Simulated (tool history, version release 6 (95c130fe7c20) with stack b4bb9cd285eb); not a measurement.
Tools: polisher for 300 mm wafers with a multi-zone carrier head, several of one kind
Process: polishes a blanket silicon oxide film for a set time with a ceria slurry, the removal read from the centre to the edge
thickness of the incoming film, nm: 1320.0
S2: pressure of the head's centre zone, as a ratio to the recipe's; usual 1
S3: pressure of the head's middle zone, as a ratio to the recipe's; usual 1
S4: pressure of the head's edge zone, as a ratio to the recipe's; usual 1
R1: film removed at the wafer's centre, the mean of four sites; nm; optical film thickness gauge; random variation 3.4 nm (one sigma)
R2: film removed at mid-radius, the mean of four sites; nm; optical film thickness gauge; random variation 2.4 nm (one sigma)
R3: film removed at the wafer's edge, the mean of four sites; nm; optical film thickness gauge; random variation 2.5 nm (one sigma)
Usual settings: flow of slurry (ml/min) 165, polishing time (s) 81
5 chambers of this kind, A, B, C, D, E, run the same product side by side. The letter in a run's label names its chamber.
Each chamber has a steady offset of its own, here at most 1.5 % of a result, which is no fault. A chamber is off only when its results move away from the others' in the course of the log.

At day 0.142: chamber E: worn pad replaced by a new one.
At day 0.192: chamber C: worn pad replaced by a new one.
Run 1C, day 0.321: usual settings. Result: R1 362.28 nm, R2 355.8 nm, R3 360.98 nm.
At day 0.779: chamber B: worn pad replaced by a new one.
Run 2A, day 0.8: usual settings. Result: R1 358.52 nm, R2 359.51 nm, R3 351.45 nm.
Run 3D, day 1.1: usual settings. Result: R1 361.38 nm, R2 360.03 nm, R3 363.84 nm.
Run 4E, day 1.567: usual settings. Result: R1 366.96 nm, R2 358.33 nm, R3 358.03 nm.
Run 5B, day 1.858: usual settings. Result: R1 364.97 nm, R2 363.7 nm, R3 364.33 nm.
At day 2.342: chamber D: slurry nozzle cleaned.
Run 6A, day 2.35: usual settings. Result: R1 357.88 nm, R2 363.02 nm, R3 353.2 nm.
At day 2.404: chamber A: worn pad replaced by a new one.
At day 2.433: chamber D: worn pad replaced by a new one.
Run 7D, day 2.758: usual settings. Result: R1 363.49 nm, R2 365.5 nm, R3 362.19 nm.
Run 8B, day 3.312: usual settings. Result: R1 362.5 nm, R2 359.99 nm, R3 359.77 nm.
At day 3.512: chamber C: centre zone pressure recalibrated.
Run 9E, day 3.629: usual settings. Result: R1 362.34 nm, R2 358.25 nm, R3 357.68 nm.
Run 10C, day 4.012: usual settings. Result: R1 353.94 nm, R2 360.31 nm, R3 365.78 nm.
Run 11B, day 4.6: usual settings. Result: R1 364.18 nm, R2 364.98 nm, R3 362.9 nm.
At day 4.742: chamber B: worn pad replaced by a new one.
At day 4.962: chamber E: worn pad replaced by a new one.
Run 12A, day 5.042: usual settings. Result: R1 365.9 nm, R2 357.61 nm, R3 353.73 nm.
Run 13C, day 5.438: usual settings. Result: R1 355.44 nm, R2 354.93 nm, R3 358.59 nm.
At day 5.538: chamber D: worn pad replaced by a new one.
At day 5.579: chamber C: worn pad replaced by a new one.
At day 5.692: chamber E: slurry nozzle cleaned.
At day 5.788: chamber A: worn pad replaced by a new one.
Run 14E, day 5.838: usual settings. Result: R1 359.43 nm, R2 357.48 nm, R3 359.17 nm.
At day 6.425: chamber B: centre zone pressure recalibrated.
Run 15D, day 6.425: usual settings but S3 0.91, polishing time (s) 95. Result: R1 423.41 nm, R2 394.31 nm, R3 425.25 nm.
Run 16E, day 6.904: usual settings but S3 0.91, polishing time (s) 95. Result: R1 427.79 nm, R2 384.75 nm, R3 418.57 nm.
Run 17B, day 7.175: usual settings but S3 0.91, polishing time (s) 95. Result: R1 400.27 nm, R2 392.3 nm, R3 419.71 nm.
Run 18D, day 7.704: usual settings but S3 0.91, polishing time (s) 95. Result: R1 418.48 nm, R2 387.02 nm, R3 426 nm.
Run 19A, day 8.129: usual settings but S3 0.91, polishing time (s) 95. Result: R1 425.1 nm, R2 384.11 nm, R3 422.15 nm.
At day 8.346: chamber B: worn pad replaced by a new one.
Run 20C, day 8.412: usual settings. Result: R1 356.64 nm, R2 356.9 nm, R3 360.95 nm.
At day 8.65: chamber D: worn pad replaced by a new one.
Run 21C, day 8.875: usual settings. Result: R1 364.78 nm, R2 352.92 nm, R3 359.36 nm.
Run 22B, day 9.2: usual settings. Result: R1 330.28 nm, R2 363.76 nm, R3 363.28 nm.
At day 9.25: chamber A: worn pad replaced by a new one.
Run 23E, day 9.712: usual settings. Result: R1 362.37 nm, R2 358.29 nm, R3 354.92 nm.
Run 24A, day 10.071: usual settings. Result: R1 359.65 nm, R2 357.9 nm, R3 356.1 nm.
At day 10.146: chamber C: worn pad replaced by a new one.
At day 10.208: chamber E: worn pad replaced by a new one.
At day 10.412: chamber A: centre zone pressure recalibrated.
Run 25D, day 10.421: usual settings but S2 1.05, S3 1.06. Result: R1 379.95 nm, R2 379.99 nm, R3 361.75 nm.
Run 26D, day 10.817: usual settings but S2 1.05, S3 1.06. Result: R1 375.18 nm, R2 379.43 nm, R3 358.95 nm.
Run 27A, day 11.088: usual settings but S2 1.05, S3 1.06. Result: R1 378.92 nm, R2 378.67 nm, R3 359.26 nm.
At day 11.317: chamber B: slurry nozzle cleaned.
Run 28E, day 11.379: usual settings but S2 1.05, S3 1.06. Result: R1 380.13 nm, R2 380.09 nm, R3 356.33 nm.
At day 11.546: chamber C: slurry nozzle cleaned.
At day 11.55: chamber B: worn pad replaced by a new one.
Run 29B, day 11.971: usual settings but S2 1.05, S3 1.06. Result: R1 351.5 nm, R2 381.57 nm, R3 358.22 nm.
At day 12.033: chamber D: worn pad replaced by a new one.
Run 30C, day 12.317: usual settings. Result: R1 360.21 nm, R2 356.32 nm, R3 359.84 nm.
Run 31A, day 12.9: usual settings but S2 1.08, S4 0.91. Result: R1 386.9 nm, R2 358.64 nm, R3 339.61 nm.
Run 32C, day 13.167: usual settings but S2 1.08, S4 0.91. Result: R1 389.6 nm, R2 359.39 nm, R3 341.11 nm.
Run 33E, day 13.646: usual settings but S2 1.08, S4 0.91. Result: R1 393.8 nm, R2 358.63 nm, R3 344.29 nm.
Run 34D, day 14.162: usual settings but S2 1.08, S4 0.91. Result: R1 386.62 nm, R2 363.19 nm, R3 344.77 nm.
At day 14.438: chamber C: worn pad replaced by a new one.
At day 14.462: chamber D: slurry nozzle cleaned.
Run 35B, day 14.571: usual settings but S2 1.08, S4 0.91. Result: R1 358.05 nm, R2 365.42 nm, R3 342.71 nm.
At day 14.658: chamber B: worn pad replaced by a new one.
Run 36C, day 15.162: usual settings. Result: R1 361.63 nm, R2 357.22 nm, R3 362.14 nm.
At day 15.2: chamber D: worn pad replaced by a new one.
At day 15.55: chamber E: worn pad replaced by a new one.
Run 37B, day 15.638: usual settings but flow of slurry (ml/min) 215, S4 1.04. Result: R1 340.94 nm, R2 376.71 nm, R3 379.84 nm.
Run 38E, day 16.008: usual settings but flow of slurry (ml/min) 215, S4 1.04. Result: R1 377.11 nm, R2 373.01 nm, R3 379.3 nm.
Run 39D, day 16.521: usual settings but flow of slurry (ml/min) 215, S4 1.04. Result: R1 379.62 nm, R2 376.97 nm, R3 378.59 nm.

What goes on in this fleet: one chamber off, a drifting gauge, or nothing beyond the chambers' own small offsets? Name the chamber and the cause, if any.

A service left chamber B off against the others.
Cause: centre zone's pressure below its setpoint, % = 7.78.

Here are 4 candidates for chamber B's next run, each the usual settings with a change, their results left as question marks. Which one brings its results back in line with what the others give on the usual settings?
In line means no further than this from the other chambers' mean on the usual settings: R1 12 nm; R2 8.4 nm; R3 8.7 nm
Run 40B-1, day 16.954: usual settings but flow of slurry (ml/min) 170, S2 1.06, S3 0.98, S4 0.98. Result: R1 ?, R2 ?, R3 ?.
Run 40B-2, day 16.954: usual settings but flow of slurry (ml/min) 175, S2 1.14, S3 0.96, S4 0.96, polishing time (s) 82. Result: R1 ?, R2 ?, R3 ?.
Run 40B-3, day 16.954: usual settings but flow of slurry (ml/min) 160, S2 0.94, S3 1.02, S4 1.02. Result: R1 ?, R2 ?, R3 ?.
Run 40B-4, day 16.954: usual settings but flow of slurry (ml/min) 155, S2 0.86, S3 1.04, S4 1.04. Result: R1 ?, R2 ?, R3 ?.

The other chambers' mean on the usual settings: R1 360.54 nm; R2 359.58 nm; R3 359.46 nm
  run      R1      R2      R3
40B-1  358.48  360.12  357.66
40B-2  395.05  359.27  359.65
40B-3  310.31     370  362.15
40B-4  279.17  374.71  364.23
40B-1 brings the chamber back in line.
